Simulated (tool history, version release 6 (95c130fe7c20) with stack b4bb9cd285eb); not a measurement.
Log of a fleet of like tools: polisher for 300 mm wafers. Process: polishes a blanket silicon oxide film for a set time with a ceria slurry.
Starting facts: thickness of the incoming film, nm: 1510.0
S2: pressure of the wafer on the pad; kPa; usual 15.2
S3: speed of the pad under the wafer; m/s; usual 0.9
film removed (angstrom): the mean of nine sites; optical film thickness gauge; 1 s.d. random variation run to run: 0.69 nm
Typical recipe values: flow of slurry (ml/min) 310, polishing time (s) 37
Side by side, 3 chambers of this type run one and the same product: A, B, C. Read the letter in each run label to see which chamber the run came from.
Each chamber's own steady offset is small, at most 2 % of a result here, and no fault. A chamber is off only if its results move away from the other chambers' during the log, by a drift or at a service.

run 1C day=0.392 | flow_of_slurry_(ml/min)=310 S2=15.2 S3=0.9 polishing_time_(s)=37 | film_removed_(angstrom)=1019
run 2A day=0.758 | flow_of_slurry_(ml/min)=310 S2=15.2 S3=0.9 polishing_time_(s)=37 | film_removed_(angstrom)=987.64
-- day=1.075 chamber B: worn pad replaced by a new one
run 3B day=1.2 | flow_of_slurry_(ml/min)=310 S2=15.2 S3=0.9 polishing_time_(s)=37 | film_removed_(angstrom)=1012.7
run 4C day=1.504 | flow_of_slurry_(ml/min)=310 S2=15.2 S3=0.9 polishing_time_(s)=37 | film_removed_(angstrom)=1008.9
-- day=1.808 chamber A: worn pad replaced by a new one
-- day=1.825 chamber C: worn pad replaced by a new one
run 5A day=1.842 | flow_of_slurry_(ml/min)=310 S2=15.2 S3=0.9 polishing_time_(s)=37 | film_removed_(angstrom)=986.09
run 6B day=2.212 | flow_of_slurry_(ml/min)=310 S2=15.2 S3=0.9 polishing_time_(s)=37 | film_removed_(angstrom)=1014
run 7A day=2.588 | flow_of_slurry_(ml/min)=310 S2=15.2 S3=0.9 polishing_time_(s)=37 | film_removed_(angstrom)=1010.3
run 8C day=2.8 | flow_of_slurry_(ml/min)=310 S2=15.2 S3=0.9 polishing_time_(s)=37 | film_removed_(angstrom)=1006.3
run 9B day=3.25 | flow_of_slurry_(ml/min)=310 S2=15.2 S3=0.62 polishing_time_(s)=37 | film_removed_(angstrom)=698.87
run 10B day=3.642 | flow_of_slurry_(ml/min)=310 S2=15.2 S3=0.62 polishing_time_(s)=37 | film_removed_(angstrom)=695.32
run 11C day=4.1 | flow_of_slurry_(ml/min)=310 S2=15.2 S3=0.62 polishing_time_(s)=37 | film_removed_(angstrom)=683.17
-- day=4.208 chamber C: worn pad replaced by a new one
run 12A day=4.525 | flow_of_slurry_(ml/min)=310 S2=15.2 S3=0.9 polishing_time_(s)=37 | film_removed_(angstrom)=985.97
-- day=4.871 chamber B: worn pad replaced by a new one
-- day=4.904 chamber A: worn pad replaced by a new one
run 13B day=4.942 | flow_of_slurry_(ml/min)=310 S2=15.2 S3=0.9 polishing_time_(s)=30 | film_removed_(angstrom)=826.38
-- day=5.167 chamber C: head pressure recalibrated
run 14C day=5.233 | flow_of_slurry_(ml/min)=310 S2=15.2 S3=0.9 polishing_time_(s)=30 | film_removed_(angstrom)=854.27
run 15A day=5.521 | flow_of_slurry_(ml/min)=310 S2=15.2 S3=0.9 polishing_time_(s)=30 | film_removed_(angstrom)=809.2
run 16C day=5.779 | flow_of_slurry_(ml/min)=310 S2=15.2 S3=0.9 polishing_time_(s)=37 | film_removed_(angstrom)=1028.1
run 17A day=6.138 | flow_of_slurry_(ml/min)=310 S2=15.2 S3=0.9 polishing_time_(s)=37 | film_removed_(angstrom)=998.3
run 18B day=6.442 | flow_of_slurry_(ml/min)=310 S2=15.2 S3=0.9 polishing_time_(s)=37 | film_removed_(angstrom)=1015.2
run 19B day=6.838 | flow_of_slurry_(ml/min)=310 S2=15.2 S3=0.9 polishing_time_(s)=37 | film_removed_(angstrom)=1025.2
-- day=6.921 chamber C: worn pad replaced by a new one
run 20C day=7.267 | flow_of_slurry_(ml/min)=310 S2=15.2 S3=0.9 polishing_time_(s)=37 | film_removed_(angstrom)=1045.4
-- day=7.45 chamber A: worn pad replaced by a new one
run 21A day=7.558 | flow_of_slurry_(ml/min)=310 S2=15.2 S3=0.9 polishing_time_(s)=37 | film_removed_(angstrom)=995.83
-- day=7.596 chamber A: head pressure recalibrated
run 22A day=7.821 | flow_of_slurry_(ml/min)=310 S2=11.7 S3=0.9 polishing_time_(s)=44 | film_removed_(angstrom)=923.73
run 23B day=8.212 | flow_of_slurry_(ml/min)=310 S2=11.7 S3=0.9 polishing_time_(s)=44 | film_removed_(angstrom)=931.89
run 24C day=8.633 | flow_of_slurry_(ml/min)=310 S2=11.7 S3=0.9 polishing_time_(s)=44 | film_removed_(angstrom)=962.75
-- day=9.071 chamber C: worn pad replaced by a new one
run 25C day=9.079 | flow_of_slurry_(ml/min)=310 S2=15.2 S3=0.9 polishing_time_(s)=37 | film_removed_(angstrom)=1043.5
run 26A day=9.329 | flow_of_slurry_(ml/min)=310 S2=15.2 S3=0.9 polishing_time_(s)=37 | film_removed_(angstrom)=1010.9
-- day=9.362 chamber B: worn pad replaced by a new one
run 27B day=9.738 | flow_of_slurry_(ml/min)=310 S2=15.2 S3=0.9 polishing_time_(s)=37 | film_removed_(angstrom)=1011.5
run 28A day=10.033 | flow_of_slurry_(ml/min)=310 S2=15.2 S3=0.9 polishing_time_(s)=37 | film_removed_(angstrom)=1012

The same settings go to every chamber for the next run, one line per chamber below. Forecast the results for each:
run 29A day=10.362 | flow_of_slurry_(ml/min)=310 S2=15.2 S3=0.9 polishing_time_(s)=27 | film_removed_(angstrom)=?
run 29B day=10.362 | flow_of_slurry_(ml/min)=310 S2=15.2 S3=0.9 polishing_time_(s)=27 | film_removed_(angstrom)=?
run 29C day=10.362 | flow_of_slurry_(ml/min)=310 S2=15.2 S3=0.9 polishing_time_(s)=27 | film_removed_(angstrom)=?

run=29A film_removed_(angstrom)=729.8
run=29B film_removed_(angstrom)=737.98
run=29C film_removed_(angstrom)=757.78
